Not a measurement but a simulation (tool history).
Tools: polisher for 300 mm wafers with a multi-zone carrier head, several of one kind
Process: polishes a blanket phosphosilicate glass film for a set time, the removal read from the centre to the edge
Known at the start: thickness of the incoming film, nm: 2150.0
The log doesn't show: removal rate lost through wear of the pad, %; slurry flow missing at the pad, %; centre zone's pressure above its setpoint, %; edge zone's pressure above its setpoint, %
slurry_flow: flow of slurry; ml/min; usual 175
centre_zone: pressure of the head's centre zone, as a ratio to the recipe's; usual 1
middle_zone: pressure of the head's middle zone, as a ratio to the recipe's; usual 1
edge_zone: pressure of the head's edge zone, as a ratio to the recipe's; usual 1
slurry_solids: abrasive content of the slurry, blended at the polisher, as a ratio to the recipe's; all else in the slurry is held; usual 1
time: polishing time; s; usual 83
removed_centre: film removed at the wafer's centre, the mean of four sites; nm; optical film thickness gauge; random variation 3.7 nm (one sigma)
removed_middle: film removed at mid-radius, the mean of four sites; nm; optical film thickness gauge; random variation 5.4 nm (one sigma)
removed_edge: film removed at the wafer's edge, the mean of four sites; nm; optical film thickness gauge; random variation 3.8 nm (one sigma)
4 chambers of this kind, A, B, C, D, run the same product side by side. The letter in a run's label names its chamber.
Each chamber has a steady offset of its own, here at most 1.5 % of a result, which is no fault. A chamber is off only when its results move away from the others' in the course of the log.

run   hour  slurry_flow  centre_zone  middle_zone  edge_zone  slurry_solids  time  wafers polished on this pad  hours since the slurry nozzle was cleaned  hours since the centre zone pressure was calibrated  hours since the edge zone pressure was calibrated  removed_centre  removed_middle  removed_edge
 1D    3.4          175            1            1          1              1    83                          741                                      190.5                                                  586                                              471.3          485.76          487.94        486.71
       5.4  -- chamber B: worn pad replaced by a new one
 2A    8.3          175            1            1          1              1    83                          883                                      404.1                                                744.7                                              470.2          496.23          484.44        487.09
 3B   11.7          175            1            1          1              1    83                           49                                      429.9                                                789.3                                              789.5          483.23          482.74        491.57
 4C   15.6          175            1            1          1              1    83                          153                                       79.2                                                  367                                              854.9          491.17          486.01        491.79
 5B   21.7          175            1            1          1              1    83                          128                                      439.9                                                799.3                                              799.5           484.4          481.83        487.99
 6A     26          175            1            1          1              1    83                         1022                                      421.8                                                762.4                                              487.9          488.93          495.07        479.36
 7C   29.6          175            1            1          1              1    83                          263                                       93.2                                                  381                                              868.9             487           500.1        496.35
      31.8  -- chamber A: edge zone pressure recalibrated
 8D   35.5          175            1            1          1              1    83                          994                                      222.6                                                618.1                                              503.4           475.3          479.98        481.47
 9B     41          175            1            1          1              1    83                          281                                      459.2                                                818.6                                              818.8          484.48          485.41         492.3
10C   43.9          175            1            1          1              1    83                          376                                      107.5                                                395.3                                              883.2           487.8           496.6        483.72
11A   49.1          175            1            1          1              1    83                         1205                                      444.9                                                785.5                                               17.4          490.53          487.42        492.54
12D   53.3          175            1            1          1              1    83                         1134                                      240.4                                                635.9                                              521.2          480.48          490.17        478.97
13A   57.4          175            1            1          1              1    83                         1270                                      453.2                                                793.8                                               25.7          496.71          493.02        488.82
14C   61.8          175            1            1          1              1    83                          517                                      125.4                                                413.2                                              901.1          481.32          488.38        493.69
      66.7  -- chamber A: worn pad replaced by a new one
15B   67.3          175            1            1          1              1    83                          488                                      485.5                                                844.9                                              845.1          491.58          484.35        495.79
      71.2  -- chamber D: worn pad replaced by a new one
16D     73          175            1            1          1              1    83                           14                                      260.1                                                655.6                                              540.9          472.67          474.56        483.73
      73.4  -- chamber A: slurry nozzle cleaned
17A   78.8          175            1            1          1              1    83                           96                                        5.4                                                815.2                                               47.1          491.05          480.29        478.79
18C   82.6          175            1            1          1              1    83                          681                                      146.2                                                  434                                              921.9          485.62          493.99        492.61
19B   85.5          175            1            1          1              1    83                          632                                      503.7                                                863.1                                              863.3          485.82          489.91        491.81
20D     91          175            1            1          1              1    83                          156                                      278.1                                                673.6                                              558.9          471.75          472.75         475.2
21D   96.1          175            1            1       0.95              1    83                          196                                      283.2                                                678.7                                                564          465.24          473.96        463.88
      97.2  -- chamber C: worn pad replaced by a new one
22B  100.9          175            1            1       0.95              1    83                          753                                      519.1                                                878.5                                              878.7          482.68          474.98        482.85
23C    104          175            1            1       0.95              1    83                           53                                      167.6                                                455.4                                              943.3          484.02          495.88        473.81
24A  109.9          175            1            1       0.95              1    83                          341                                       36.5                                                846.3                                               78.2          494.84           485.2        476.08
25B    116          175            1            1        0.9              1    83                          872                                      534.2                                                893.6                                              893.8          487.09          485.58        463.13
26D  118.7          175            1            1        0.9              1    83                          375                                      305.8                                                701.3                                              586.6           467.3          474.63        441.63
27A  123.3          175            1            1        0.9              1    83                          447                                       49.9                                                859.7                                               91.6          491.37          482.59        456.95
28C  127.5          175            1            1        0.9              1    83                          239                                      191.1                                                478.9                                              966.8          482.11          491.79        458.88
29D    131          175            1            1          1              1    83                          472                                      318.1                                                713.6                                              598.9          464.28          459.69         471.8
30A    135          175            1            1          1              1    83                          539                                       61.6                                                871.4                                              103.3          492.13          497.47        482.05
31B  137.9          175            1            1          1              1    83                         1045                                      556.1                                                915.5                                              915.7          489.97          485.55        490.59
     138.2  -- chamber B: worn pad replaced by a new one
32C  141.5          175            1            1          1              1    83                          349                                      205.1                                                492.9                                              980.8          493.03          501.46        493.18
33A  145.7          175            1            1          1              1    83                          623                                       72.3                                                882.1                                                114          489.18           486.7        479.43
34C  149.2          175            1            1          1              1    83                          410                                      212.8                                                500.6                                              988.5          483.44          497.25        494.17
     153.3  -- chamber B: centre zone pressure recalibrated
35D  154.7          175            1            1          1              1    83                          659                                      341.8                                                737.3                                              622.6          454.47          457.26        468.13
     155.8  -- chamber A: centre zone pressure recalibrated
     156.7  -- chamber C: slurry nozzle cleaned
36B  159.7          175            1            1          1              1    83                          170                                      577.9                                                  6.4                                              937.5          490.09          487.19        490.93
37C  164.8          175            1            1          1              1    83                          533                                        8.1                                                516.2                                             1004.1          492.93           489.8        489.01
38D  168.1          175         0.95            1          1              1    83                          764                                      355.2                                                750.7                                                636          423.13          459.35        459.66
39A  173.2          175         0.95            1          1              1    83                          840                                       99.8                                                 17.4                                              141.5          471.52          498.11        484.62
40B  178.7          175         0.95            1          1              1    83                          319                                      596.9                                                 25.4                                              956.5          460.31          486.95        489.22
41C  181.9          175         0.95            1          1              1    83                          668                                       25.2                                                533.3                                             1021.2          463.18          497.64        489.87

What goes on in this fleet: one chamber off, a drifting gauge, or nothing beyond the chambers' own small offsets? Name the chamber and the cause, if any.

Chamber D drifts away from the others.
Cause: slurry flow missing at the pad, % = 32.7.

Here are 4 candidates for chamber D's next run, each the usual settings with a change, their results left as question marks. Which one brings its results back in line with what the others give on the usual settings?
In line means no further than this from the other chambers' mean on the usual settings: removed_centre 13 nm; removed_middle 19 nm; removed_edge 13 nm
42D-1  186.3          170         0.98         0.99       1.01              1    78                                                                                                                                                                                               ?               ?             ?
42D-2  186.3          180         1.02         1.01       0.99              1    88                                                                                                                                                                                               ?               ?             ?
42D-3  186.3          185         1.04         1.02       0.97           1.05    92                                                                                                                                                                                               ?               ?             ?
42D-4  186.3          165         0.96         0.97       1.03           0.95    75                                                                                                                                                                                               ?               ?             ?

The other chambers' mean on the usual settings: removed_centre 488.54 nm; removed_middle 489.83 nm; removed_edge 488.51 nm
  run  removed_centre  removed_middle  removed_edge
42D-1          406.31           418.7        428.15
42D-2          486.43          487.76        482.47
42D-3          534.84          529.39        512.38
42D-4          369.74          382.97        404.19
42D-2 brings the chamber back in line.
